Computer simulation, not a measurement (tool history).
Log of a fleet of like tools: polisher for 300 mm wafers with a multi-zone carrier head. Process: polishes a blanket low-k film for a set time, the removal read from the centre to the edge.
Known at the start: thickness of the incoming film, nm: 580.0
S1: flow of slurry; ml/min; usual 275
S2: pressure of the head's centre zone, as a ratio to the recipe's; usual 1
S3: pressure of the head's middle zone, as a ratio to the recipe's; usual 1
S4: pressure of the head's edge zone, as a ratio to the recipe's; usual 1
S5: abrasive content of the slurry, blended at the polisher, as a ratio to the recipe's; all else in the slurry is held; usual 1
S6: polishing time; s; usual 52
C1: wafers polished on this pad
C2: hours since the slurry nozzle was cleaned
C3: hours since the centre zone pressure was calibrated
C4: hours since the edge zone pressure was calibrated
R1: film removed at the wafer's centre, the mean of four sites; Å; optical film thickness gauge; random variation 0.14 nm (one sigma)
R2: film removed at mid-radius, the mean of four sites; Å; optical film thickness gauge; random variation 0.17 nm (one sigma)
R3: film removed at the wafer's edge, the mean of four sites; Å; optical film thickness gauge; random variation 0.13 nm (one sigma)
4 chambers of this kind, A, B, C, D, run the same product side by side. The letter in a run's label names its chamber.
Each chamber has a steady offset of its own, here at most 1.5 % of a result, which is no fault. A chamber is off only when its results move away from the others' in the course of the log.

| run | hour | S1 | S2 | S3 | S4 | S5 | S6 | C1 | C2 | C3 | C4 | R1 | R2 | R3 |
|---|---|---|---|---|---|---|---|---|---|---|---|---|---|---|
| 1B | 11.9 | 275 | 1 | 1 | 1 | 1 | 52 | 1242 | 27.7 | 405 | 660.3 | 116.75 | 118.94 | 117.63 |
|  | 16.4 | chamber C: worn pad replaced by a new one |
| 2D | 19.3 | 275 | 1 | 1 | 1 | 1 | 52 | 689 | 453.1 | 796.7 | 315.2 | 117.07 | 117.26 | 117.37 |
| 3A | 27.6 | 275 | 1 | 1 | 1 | 1 | 52 | 603 | 278.7 | 40.9 | 355.4 | 120.02 | 116.74 | 115.42 |
|  | 32.3 | chamber A: slurry nozzle cleaned |
| 4C | 38.4 | 275 | 1 | 1 | 1 | 1 | 52 | 256 | 480.4 | 177.9 | 146.8 | 117.24 | 114.51 | 117.56 |
|  | 40.2 | chamber B: worn pad replaced by a new one |
| 5A | 52.8 | 275 | 1 | 1 | 1 | 1 | 52 | 896 | 20.6 | 66.1 | 380.6 | 115.98 | 118.54 | 115.3 |
|  | 56 | chamber B: edge zone pressure recalibrated |
| 6C | 65.3 | 275 | 1 | 1 | 1 | 1 | 52 | 569 | 507.3 | 204.8 | 173.7 | 117.43 | 118.91 | 114.04 |
|  | 68.4 | chamber D: worn pad replaced by a new one |
| 7B | 74.3 | 275 | 1 | 1 | 1 | 1 | 52 | 397 | 90.1 | 467.4 | 18.4 | 116.73 | 116.01 | 116.07 |
| 8D | 85.6 | 275 | 1 | 1 | 1 | 1 | 52 | 200 | 519.4 | 863 | 381.5 | 117.89 | 119.64 | 117.38 |
| 9A | 92.2 | 340 | 1 | 1 | 1 | 1.25 | 52 | 1355 | 60 | 105.5 | 420 | 127.89 | 128.7 | 126.94 |
| 10C | 101.4 | 340 | 1 | 1 | 1 | 1.25 | 52 | 989 | 543.4 | 240.9 | 209.8 | 134.93 | 129.62 | 128.56 |
| 11D | 115.4 | 340 | 1 | 1 | 1 | 1.25 | 52 | 547 | 549.2 | 892.8 | 411.3 | 131.02 | 133.12 | 131.52 |
| 12B | 122.3 | 340 | 1 | 1 | 1 | 1.25 | 52 | 956 | 138.1 | 515.4 | 66.4 | 132.57 | 133.01 | 128.22 |
|  | 130.5 | chamber C: worn pad replaced by a new one |
| 13D | 132.8 | 275 | 1 | 1 | 1 | 1 | 52 | 749 | 566.6 | 910.2 | 428.7 | 116.81 | 118.42 | 115.7 |
| 14A | 140.8 | 275 | 0.89 | 1 | 1 | 1 | 68 | 1920 | 108.6 | 154.1 | 468.6 | 132.73 | 150.53 | 146.14 |
| 15B | 150.3 | 275 | 0.89 | 1 | 1 | 1 | 68 | 1282 | 166.1 | 543.4 | 94.4 | 131.35 | 152.72 | 153.35 |
| 16C | 163.5 | 275 | 0.89 | 1 | 1 | 1 | 68 | 384 | 605.5 | 303 | 271.9 | 134.98 | 150.13 | 153.5 |
|  | 165.1 | chamber B: slurry nozzle cleaned |
|  | 171.5 | chamber C: centre zone pressure recalibrated |
|  | 171.9 | chamber B: worn pad replaced by a new one |
| 17B | 177.7 | 275 | 0.89 | 1 | 1 | 1 | 68 | 67 | 12.6 | 570.8 | 121.8 | 133.35 | 155.19 | 153.86 |
| 18C | 186.1 | 275 | 1 | 1 | 1 | 1 | 52 | 647 | 628.1 | 14.6 | 294.5 | 116.42 | 115.64 | 117.09 |
|  | 190.9 | chamber D: worn pad replaced by a new one |
| 19D | 196.7 | 275 | 1 | 1 | 1 | 1 | 52 | 68 | 630.5 | 974.1 | 492.6 | 117.91 | 116.21 | 117.15 |
| 20A | 211.2 | 275 | 1 | 1 | 1 | 1.15 | 52 | 2740 | 179 | 224.5 | 539 | 117.18 | 116.4 | 115.78 |
| 21B | 225.2 | 275 | 1 | 1 | 1 | 1.15 | 52 | 620 | 60.1 | 618.3 | 169.3 | 122.05 | 126.56 | 124.95 |
|  | 228.5 | chamber C: slurry nozzle cleaned |
| 22C | 232.7 | 275 | 1 | 1 | 1 | 1.15 | 52 | 1190 | 4.3 | 61.2 | 341.1 | 122.26 | 123.44 | 122.05 |
|  | 239.4 | chamber C: worn pad replaced by a new one |
| 23A | 247.4 | 275 | 1 | 1 | 1 | 1.15 | 52 | 3161 | 215.2 | 260.7 | 575.2 | 116.88 | 115.46 | 115.01 |
| 24D | 256.6 | 275 | 1 | 1 | 1 | 1 | 52 | 765 | 690.4 | 1034 | 552.5 | 116.83 | 116.47 | 117.13 |
| 25D | 263.8 | 275 | 1 | 1 | 1 | 1 | 52 | 849 | 697.6 | 1041.2 | 559.7 | 119.01 | 114.24 | 115.71 |
| 26C | 275.4 | 275 | 1 | 1 | 1 | 1 | 52 | 419 | 47 | 103.9 | 383.8 | 118.36 | 116.94 | 115.85 |

What goes on in this fleet: one chamber off, a drifting gauge, or nothing beyond the chambers' own small offsets? Name the chamber and the cause, if any.

Chamber A drifts away from the others.
Cause: removal rate lost through wear of the pad, % = 8.01.

Here are 4 candidates for chamber A's next run, each the usual settings with a change, their results left as question marks. Which one brings its results back in line with what the others give on the usual settings?
In line means no further than this from the other chambers' mean on the usual settings: R1 4.8 Å; R2 5.9 Å; R3 4.4 Å
| 27A-1 | 285.9 | 275 | 1 | 1 | 1 | 1 | 51 |  |  |  |  | ? | ? | ? |
| 27A-2 | 285.9 | 275 | 0.99 | 1 | 1 | 1 | 56 |  |  |  |  | ? | ? | ? |
| 27A-3 | 285.9 | 275 | 1.01 | 1 | 1 | 1 | 48 |  |  |  |  | ? | ? | ? |
| 27A-4 | 285.9 | 275 | 1 | 1 | 1 | 1 | 53 |  |  |  |  | ? | ? | ? |

The other chambers' mean on the usual settings: R1 116.9 Å; R2 117.54 Å; R3 116.37 Å
| run | R1 | R2 | R3 |
|---|---|---|---|
| 27A-1 | 106.18 | 105.62 | 104.4 |
| 27A-2 | 115.34 | 115.98 | 114.64 |
| 27A-3 | 101.02 | 99.404 | 98.26 |
| 27A-4 | 110.35 | 109.76 | 108.49 |
27A-2 brings the chamber back in line.

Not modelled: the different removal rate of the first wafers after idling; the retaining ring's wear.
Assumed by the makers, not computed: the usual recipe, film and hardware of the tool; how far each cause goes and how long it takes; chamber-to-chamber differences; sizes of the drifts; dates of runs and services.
